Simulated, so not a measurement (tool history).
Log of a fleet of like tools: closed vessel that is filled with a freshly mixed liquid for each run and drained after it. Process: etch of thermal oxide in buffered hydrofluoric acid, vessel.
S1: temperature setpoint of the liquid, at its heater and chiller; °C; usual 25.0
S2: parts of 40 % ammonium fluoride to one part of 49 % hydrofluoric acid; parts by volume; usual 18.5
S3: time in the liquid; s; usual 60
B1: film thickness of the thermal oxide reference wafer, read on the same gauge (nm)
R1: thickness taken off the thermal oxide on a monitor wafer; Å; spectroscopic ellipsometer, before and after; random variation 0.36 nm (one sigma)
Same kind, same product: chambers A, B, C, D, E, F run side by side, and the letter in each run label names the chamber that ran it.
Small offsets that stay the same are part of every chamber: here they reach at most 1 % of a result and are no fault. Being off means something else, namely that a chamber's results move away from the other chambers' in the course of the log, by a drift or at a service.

Run 1D, hour 6.3: usual settings; B1 39.993. Result: R1 411.98 Å.
At hour 7.0: chamber D: hydrofluoric acid flow meter replaced.
Run 2E, hour 18.6: usual settings; B1 40.010. Result: R1 409.23 Å.
Run 3C, hour 27.1: usual settings; B1 40.006. Result: R1 409.29 Å.
Run 4F, hour 39.8: usual settings; B1 39.985. Result: R1 410.87 Å.
Run 5B, hour 46.4: usual settings but S1 27.5 °C, S3 50 s; B1 40.004. Result: R1 392.30 Å.
Run 6A, hour 57.0: usual settings but S1 27.5 °C, S3 50 s; B1 39.991. Result: R1 387.59 Å.
Run 7A, hour 68.6: usual settings but S1 27.5 °C, S3 50 s; B1 39.998. Result: R1 391.74 Å.
Run 8D, hour 78.5: usual settings but S1 27.5 °C, S3 50 s; B1 40.001. Result: R1 388.98 Å.
Run 9F, hour 86.2: usual settings but S1 27.5 °C, S3 50 s; B1 40.010. Result: R1 398.79 Å.
Run 10C, hour 92.5: usual settings but S1 27.5 °C, S3 50 s; B1 39.999. Result: R1 389.80 Å.
Run 11E, hour 103.8: usual settings; B1 39.999. Result: R1 417.59 Å.
Run 12B, hour 112.8: usual settings; B1 39.974. Result: R1 406.72 Å.
Run 13D, hour 124.0: usual settings; B1 39.967. Result: R1 408.62 Å.
Run 14B, hour 131.9: usual settings; B1 40.008. Result: R1 401.95 Å.
Run 15C, hour 140.5: usual settings; B1 39.975. Result: R1 415.09 Å.
Run 16F, hour 150.7: usual settings; B1 39.996. Result: R1 421.87 Å.
At hour 155.8: chamber F: hydrofluoric acid flow meter replaced.
Run 17E, hour 157.1: usual settings; B1 40.031. Result: R1 428.07 Å.
Run 18A, hour 167.3: usual settings; B1 39.972. Result: R1 411.15 Å.
Run 19C, hour 175.6: usual settings; B1 40.019. Result: R1 418.24 Å.
Run 20E, hour 182.7: usual settings; B1 39.980. Result: R1 425.65 Å.
Run 21A, hour 195.6: usual settings; B1 39.998. Result: R1 414.93 Å.
Run 22D, hour 207.4: usual settings; B1 40.016. Result: R1 416.22 Å.
Run 23B, hour 215.5: usual settings but S1 29.0 °C; B1 40.009. Result: R1 502.24 Å.
Run 24F, hour 224.8: usual settings but S1 29.0 °C; B1 39.998. Result: R1 515.54 Å.
Run 25E, hour 237.2: usual settings but S1 29.0 °C; B1 40.008. Result: R1 531.50 Å.
At hour 247.0: chamber D: thermometer replaced.
Run 26D, hour 248.9: usual settings but S1 29.0 °C; B1 39.994. Result: R1 509.87 Å.
At hour 257.2: chamber C: thermometer replaced.
Run 27A, hour 262.2: usual settings but S1 29.0 °C; B1 39.981. Result: R1 511.65 Å.
Run 28C, hour 271.8: usual settings but S1 29.0 °C; B1 39.991. Result: R1 517.45 Å.
Run 29B, hour 282.1: usual settings; B1 40.003. Result: R1 412.17 Å.
Run 30F, hour 292.1: usual settings; B1 40.020. Result: R1 412.71 Å.
Run 31A, hour 303.7: usual settings but S1 29.0 °C, S3 30 s; B1 39.999. Result: R1 249.46 Å.
Run 32D, hour 314.4: usual settings but S1 29.0 °C, S3 30 s; B1 40.007. Result: R1 251.28 Å.
At hour 318.0: chamber C: hydrofluoric acid flow meter replaced.
Run 33B, hour 321.2: usual settings but S1 29.0 °C, S3 30 s; B1 39.996. Result: R1 247.93 Å.
Run 34F, hour 328.7: usual settings but S1 29.0 °C, S3 30 s; B1 40.002. Result: R1 256.70 Å.
Run 35E, hour 340.9: usual settings but S1 29.0 °C, S3 30 s; B1 39.997. Result: R1 269.56 Å.
Run 36C, hour 349.8: usual settings but S1 29.0 °C, S3 30 s; B1 40.024. Result: R1 256.89 Å.
Run 37B, hour 360.8: usual settings but S1 20.5 °C, S2 24.5 parts by volume; B1 40.015. Result: R1 256.48 Å.
Run 38C, hour 374.1: usual settings but S1 20.5 °C, S2 24.5 parts by volume; B1 40.005. Result: R1 261.52 Å.
Run 39D, hour 380.2: usual settings but S1 20.5 °C, S2 24.5 parts by volume; B1 40.013. Result: R1 258.27 Å.

Is one chamber out of step, is the gauge drifting, or do the chambers differ by no more than their own small offsets? For an off chamber, give its letter and the likeliest cause.

Chamber E drifts away from the others.
Most likely cause: liquid hotter than its thermometer reads (K) = 1.62.
The log may not tell that from: hydrofluoric acid flow above the setpoint (%).

Chamber E could run next with any of the 4 candidate recipes listed below; each alters the usual settings, and their results appear as question marks. Which one brings its results back in line with what the other chambers deliver on the usual settings?
Maximum distance from the other chambers' mean on the usual settings for a result to count as in line: R1 13.00 Å
Run 40E-1, hour 389.8: usual settings but S1 24.5 °C, S2 19.5 parts by volume, S3 55 s. Result: R1 ?.
Run 40E-2, hour 389.8: usual settings but S1 23.5 °C. Result: R1 ?.
Run 40E-3, hour 389.8: usual settings but S1 26.0 °C, S2 16.5 parts by volume. Result: R1 ?.
Run 40E-4, hour 389.8: usual settings but S3 65 s. Result: R1 ?.

What the other chambers average on the usual settings: R1 410.53 Å
  run      R1
40E-1  378.45
40E-2  411.70
40E-3  529.04
40E-4  484.21
It is 40E-2 that realigns the chamber with its peers.
